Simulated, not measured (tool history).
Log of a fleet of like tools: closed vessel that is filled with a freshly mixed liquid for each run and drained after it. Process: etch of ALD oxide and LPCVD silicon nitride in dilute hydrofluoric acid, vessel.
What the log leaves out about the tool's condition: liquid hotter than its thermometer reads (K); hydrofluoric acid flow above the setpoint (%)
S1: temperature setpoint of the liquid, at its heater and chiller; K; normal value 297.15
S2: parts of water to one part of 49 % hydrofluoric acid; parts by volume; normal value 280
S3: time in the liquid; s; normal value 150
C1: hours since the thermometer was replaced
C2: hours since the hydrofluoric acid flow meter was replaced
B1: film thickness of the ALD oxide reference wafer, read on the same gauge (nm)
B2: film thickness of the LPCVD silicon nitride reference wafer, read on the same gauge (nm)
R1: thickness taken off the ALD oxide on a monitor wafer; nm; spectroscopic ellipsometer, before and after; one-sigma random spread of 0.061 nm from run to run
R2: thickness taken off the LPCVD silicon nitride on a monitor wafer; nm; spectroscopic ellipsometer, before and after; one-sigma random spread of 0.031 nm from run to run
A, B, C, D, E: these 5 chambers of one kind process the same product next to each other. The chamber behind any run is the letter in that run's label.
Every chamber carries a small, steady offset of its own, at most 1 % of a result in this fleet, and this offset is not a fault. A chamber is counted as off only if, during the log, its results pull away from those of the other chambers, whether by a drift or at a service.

run,hour,S1,S2,S3,C1,C2,B1,B2,R1,R2
1A,9.1,297.15,280,150,12.6,1342.9,110.01,139.99,7.3297,0.25351
2E,17.8,297.15,280,150,686.8,1705.0,110.00,139.99,7.3109,0.26233
3B,27.0,297.15,280,150,168.3,1958.5,110.00,140.01,7.3687,0.24217
4D,35.7,297.15,280,150,781.0,302.7,110.01,140.02,7.2377,0.27449
5C,42.6,293.15,280,150,145.0,837.0,110.00,140.00,6.3149,0.24331
6D,50.8,293.15,280,150,796.1,317.8,109.99,139.97,6.3187,0.21752
7B,60.2,293.15,280,150,201.5,1991.7,110.03,139.99,6.3975,0.21441
8E,69.7,293.15,280,150,738.7,1756.9,109.97,140.00,6.4159,0.18096
9C,78.9,293.15,280,150,181.3,873.3,110.04,140.00,6.3480,0.22288
10A,87.4,297.15,280,150,90.9,1421.2,109.97,139.99,7.2611,0.27009
11E,94.6,297.15,280,150,763.6,1781.8,110.00,139.99,7.4437,0.24977
12C,105.1,297.15,280,150,207.5,899.5,109.99,139.99,7.3650,0.24207
13A,110.8,297.15,280,150,114.3,1444.6,109.95,140.01,7.3673,0.21352
14B,116.4,297.15,280,230,257.7,2047.9,109.98,139.99,11.1210,0.32757
15D,125.6,297.15,280,230,870.9,392.6,110.01,140.00,11.5230,0.32299
16C,132.8,297.15,280,230,235.2,927.2,109.95,140.00,11.2580,0.31945
17A,144.0,297.15,280,230,147.5,1477.8,110.03,139.99,10.9910,0.40404
18E,150.1,297.15,280,230,819.1,1837.3,110.03,140.00,11.2950,0.45428
19D,156.5,297.15,280,150,901.8,423.5,110.02,140.00,7.5548,0.18926
20B,163.5,299.15,280,120,304.8,2095.0,110.01,139.99,6.2956,0.30214
21B,174.5,299.15,280,120,315.8,2106.0,109.97,140.01,6.2776,0.24538
22A,184.9,299.15,280,120,188.4,1518.7,109.98,140.00,6.2397,0.17730
23C,191.8,299.15,280,120,294.2,986.2,109.96,139.99,6.3209,0.21089
# hour 193.1: chamber B: hydrofluoric acid flow meter replaced
24D,197.2,299.15,280,120,942.5,464.2,110.02,140.00,6.6243,0.24248
25E,206.0,301.65,395,150,875.0,1893.2,109.99,140.02,5.4307,0.23174
26A,213.8,301.65,395,150,217.3,1547.6,110.01,140.01,5.3630,0.22761
27C,220.2,301.65,395,150,322.6,1014.6,110.02,139.99,5.4281,0.21779
28E,227.1,301.65,395,150,896.1,1914.3,110.00,139.99,5.3712,0.21203
29B,232.5,301.65,395,150,373.8,39.4,109.98,139.99,5.3888,0.23384
30D,243.3,297.15,280,150,988.6,510.3,110.03,139.99,7.9091,0.22652

Is one chamber out of step, is the gauge drifting, or do the chambers differ by no more than their own small offsets? For an off chamber, give its letter and the likeliest cause.

One chamber, D, drifts off from the rest bit by bit.
Most likely cause: hydrofluoric acid flow above the setpoint (%) = 7.41.

Below are 4 candidate recipes for chamber D's next run, each the usual settings with a change, their results shown as question marks. Which of them brings D's results back in line with what the other chambers give on the usual settings?
Maximum distance from the other chambers' mean on the usual settings for a result to count as in line: R1 0.2100 nm; R2 0.11000 nm
31D-1,251.3,297.65,295,145,,,,,?,?
31D-2,251.3,297.15,285,150,,,,,?,?
31D-3,251.3,296.65,265,155,,,,,?,?
31D-4,251.3,297.15,275,150,,,,,?,?

Usual-settings mean across the other chambers: R1 7.3374 nm; R2 0.24910 nm
run,R1,R2
31D-1,7.3423,0.25847
31D-2,7.8051,0.26860
31D-3,8.6965,0.28964
31D-4,8.1704,0.27841
With 31D-1, the chamber falls back in line with the rest.

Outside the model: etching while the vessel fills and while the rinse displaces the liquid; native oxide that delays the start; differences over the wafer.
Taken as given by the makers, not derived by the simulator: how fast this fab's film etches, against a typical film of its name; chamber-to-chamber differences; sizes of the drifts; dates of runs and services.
